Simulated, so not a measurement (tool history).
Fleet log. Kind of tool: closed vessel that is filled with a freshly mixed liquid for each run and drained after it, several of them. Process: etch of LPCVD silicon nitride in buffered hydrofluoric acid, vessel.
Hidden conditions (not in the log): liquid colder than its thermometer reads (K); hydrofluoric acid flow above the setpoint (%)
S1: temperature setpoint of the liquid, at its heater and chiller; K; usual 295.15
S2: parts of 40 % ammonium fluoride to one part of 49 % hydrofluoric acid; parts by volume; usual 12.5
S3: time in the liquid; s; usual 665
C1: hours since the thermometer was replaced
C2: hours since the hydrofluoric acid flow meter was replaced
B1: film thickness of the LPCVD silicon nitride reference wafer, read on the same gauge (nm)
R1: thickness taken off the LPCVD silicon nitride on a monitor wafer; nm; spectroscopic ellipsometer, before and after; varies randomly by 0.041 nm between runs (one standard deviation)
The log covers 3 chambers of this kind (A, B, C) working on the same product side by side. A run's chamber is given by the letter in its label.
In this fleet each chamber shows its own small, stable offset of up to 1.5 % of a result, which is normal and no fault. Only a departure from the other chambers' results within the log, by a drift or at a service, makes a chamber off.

{"run": "1B", "hour": 3.3, "S1": 295.15, "S2": 12.5, "S3": 665, "C1": 2577.7, "C2": 529.5, "B1": 129.98, "R1": 6.8658}
{"run": "2A", "hour": 6.3, "S1": 295.15, "S2": 12.5, "S3": 665, "C1": 1482.7, "C2": 409.0, "B1": 130.02, "R1": 7.0419}
{"run": "3C", "hour": 10.4, "S1": 295.15, "S2": 12.5, "S3": 665, "C1": 2285.4, "C2": 367.9, "B1": 130.02, "R1": 6.9213}
{"run": "4B", "hour": 16.6, "S1": 295.15, "S2": 12.5, "S3": 665, "C1": 2591.0, "C2": 542.8, "B1": 130.0, "R1": 6.9828}
{"run": "5A", "hour": 22.4, "S1": 295.15, "S2": 12.5, "S3": 665, "C1": 1498.8, "C2": 425.1, "B1": 130.01, "R1": 7.0708}
{"hour": 23.6, "done": "chamber B: thermometer replaced"}
{"run": "6C", "hour": 25.8, "S1": 295.15, "S2": 12.5, "S3": 665, "C1": 2300.8, "C2": 383.3, "B1": 130.01, "R1": 6.8884}
{"run": "7C", "hour": 29.1, "S1": 295.15, "S2": 12.5, "S3": 665, "C1": 2304.1, "C2": 386.6, "B1": 130.0, "R1": 6.8587}
{"run": "8B", "hour": 32.9, "S1": 295.15, "S2": 12.5, "S3": 665, "C1": 9.3, "C2": 559.1, "B1": 129.99, "R1": 6.953}
{"run": "9A", "hour": 37.2, "S1": 295.15, "S2": 12.5, "S3": 665, "C1": 1513.6, "C2": 439.9, "B1": 129.99, "R1": 7.0109}
{"run": "10A", "hour": 43.3, "S1": 295.15, "S2": 10.5, "S3": 665, "C1": 1519.7, "C2": 446.0, "B1": 130.0, "R1": 8.3439}
{"run": "11B", "hour": 49.5, "S1": 295.15, "S2": 10.5, "S3": 665, "C1": 25.9, "C2": 575.7, "B1": 129.99, "R1": 8.2366}
{"run": "12C", "hour": 54.1, "S1": 295.15, "S2": 10.5, "S3": 665, "C1": 2329.1, "C2": 411.6, "B1": 130.02, "R1": 8.1066}
{"run": "13B", "hour": 59.7, "S1": 295.15, "S2": 12.5, "S3": 665, "C1": 36.1, "C2": 585.9, "B1": 130.02, "R1": 7.0423}
{"run": "14C", "hour": 65.1, "S1": 295.15, "S2": 9.5, "S3": 870, "C1": 2340.1, "C2": 422.6, "B1": 129.98, "R1": 11.499}
{"run": "15A", "hour": 69.8, "S1": 295.15, "S2": 9.5, "S3": 870, "C1": 1546.2, "C2": 472.5, "B1": 129.98, "R1": 11.823}
{"hour": 71.4, "done": "chamber A: thermometer replaced"}
{"run": "16B", "hour": 74.5, "S1": 295.15, "S2": 9.5, "S3": 870, "C1": 50.9, "C2": 600.7, "B1": 130.01, "R1": 11.858}
{"run": "17A", "hour": 79.1, "S1": 295.15, "S2": 12.5, "S3": 665, "C1": 7.8, "C2": 481.8, "B1": 130.0, "R1": 7.1166}
{"run": "18C", "hour": 85.6, "S1": 295.15, "S2": 12.5, "S3": 665, "C1": 2360.6, "C2": 443.1, "B1": 129.99, "R1": 6.8961}
{"run": "19B", "hour": 89.4, "S1": 295.15, "S2": 12.5, "S3": 665, "C1": 65.8, "C2": 615.6, "B1": 130.01, "R1": 7.1949}
{"run": "20A", "hour": 93.7, "S1": 295.15, "S2": 12.5, "S3": 665, "C1": 22.4, "C2": 496.4, "B1": 129.99, "R1": 7.0551}
{"run": "21C", "hour": 99.4, "S1": 295.15, "S2": 12.5, "S3": 665, "C1": 2374.4, "C2": 456.9, "B1": 130.02, "R1": 6.9019}
{"run": "22C", "hour": 103.9, "S1": 295.15, "S2": 12.5, "S3": 665, "C1": 2378.9, "C2": 461.4, "B1": 130.0, "R1": 6.8919}
{"run": "23A", "hour": 107.3, "S1": 295.15, "S2": 12.5, "S3": 665, "C1": 36.0, "C2": 510.0, "B1": 129.96, "R1": 7.024}
{"run": "24B", "hour": 112.9, "S1": 295.15, "S2": 12.5, "S3": 665, "C1": 89.3, "C2": 639.1, "B1": 130.0, "R1": 7.3687}
{"run": "25C", "hour": 117.3, "S1": 295.15, "S2": 12.5, "S3": 665, "C1": 2392.3, "C2": 474.8, "B1": 130.01, "R1": 6.9284}
{"run": "26A", "hour": 121.1, "S1": 295.15, "S2": 12.5, "S3": 665, "C1": 49.8, "C2": 523.8, "B1": 129.98, "R1": 7.0596}
{"run": "27B", "hour": 124.5, "S1": 295.15, "S2": 12.5, "S3": 665, "C1": 100.9, "C2": 650.7, "B1": 130.03, "R1": 7.3066}
{"run": "28C", "hour": 129.1, "S1": 293.15, "S2": 8.0, "S3": 665, "C1": 2404.1, "C2": 486.6, "B1": 130.0, "R1": 9.3816}
{"run": "29B", "hour": 134.4, "S1": 293.15, "S2": 8.0, "S3": 665, "C1": 110.8, "C2": 660.6, "B1": 130.0, "R1": 10.366}
{"run": "30A", "hour": 138.4, "S1": 293.15, "S2": 8.0, "S3": 665, "C1": 67.1, "C2": 541.1, "B1": 130.01, "R1": 9.4866}

Has any chamber moved away from the others, gradually or after a service, or does the common gauge drift, or do the chambers differ only by their own small steady offsets? State the chamber and the most likely cause if one applies.

Chamber B drifts away from the others.
Likeliest cause: hydrofluoric acid flow above the setpoint (%) = 8.56.
The log may not tell that from: liquid hotter than its thermometer reads (K).

Which of the 4 candidates below, each the usual settings with something changed and its results left as question marks, puts chamber B back in line with what the other chambers give on the usual settings?
Maximum distance from the other chambers' mean on the usual settings for a result to count as in line: R1 0.1400 nm
{"run": "31B-1", "hour": 143.3, "S1": 295.15, "S2": 12.0, "S3": 695, "R1": "?"}
{"run": "31B-2", "hour": 143.3, "S1": 295.15, "S2": 12.5, "S3": 650, "R1": "?"}
{"run": "31B-3", "hour": 143.3, "S1": 295.15, "S2": 13.0, "S3": 635, "R1": "?"}
{"run": "31B-4", "hour": 143.3, "S1": 295.15, "S2": 12.5, "S3": 685, "R1": "?"}

The mean the other chambers reach with the usual settings: R1 6.9695 nm
run=31B-1 R1=8.2320
run=31B-2 R1=7.3954
run=31B-3 R1=6.9505
run=31B-4 R1=7.7936
It is 31B-3 that realigns the chamber with its peers.

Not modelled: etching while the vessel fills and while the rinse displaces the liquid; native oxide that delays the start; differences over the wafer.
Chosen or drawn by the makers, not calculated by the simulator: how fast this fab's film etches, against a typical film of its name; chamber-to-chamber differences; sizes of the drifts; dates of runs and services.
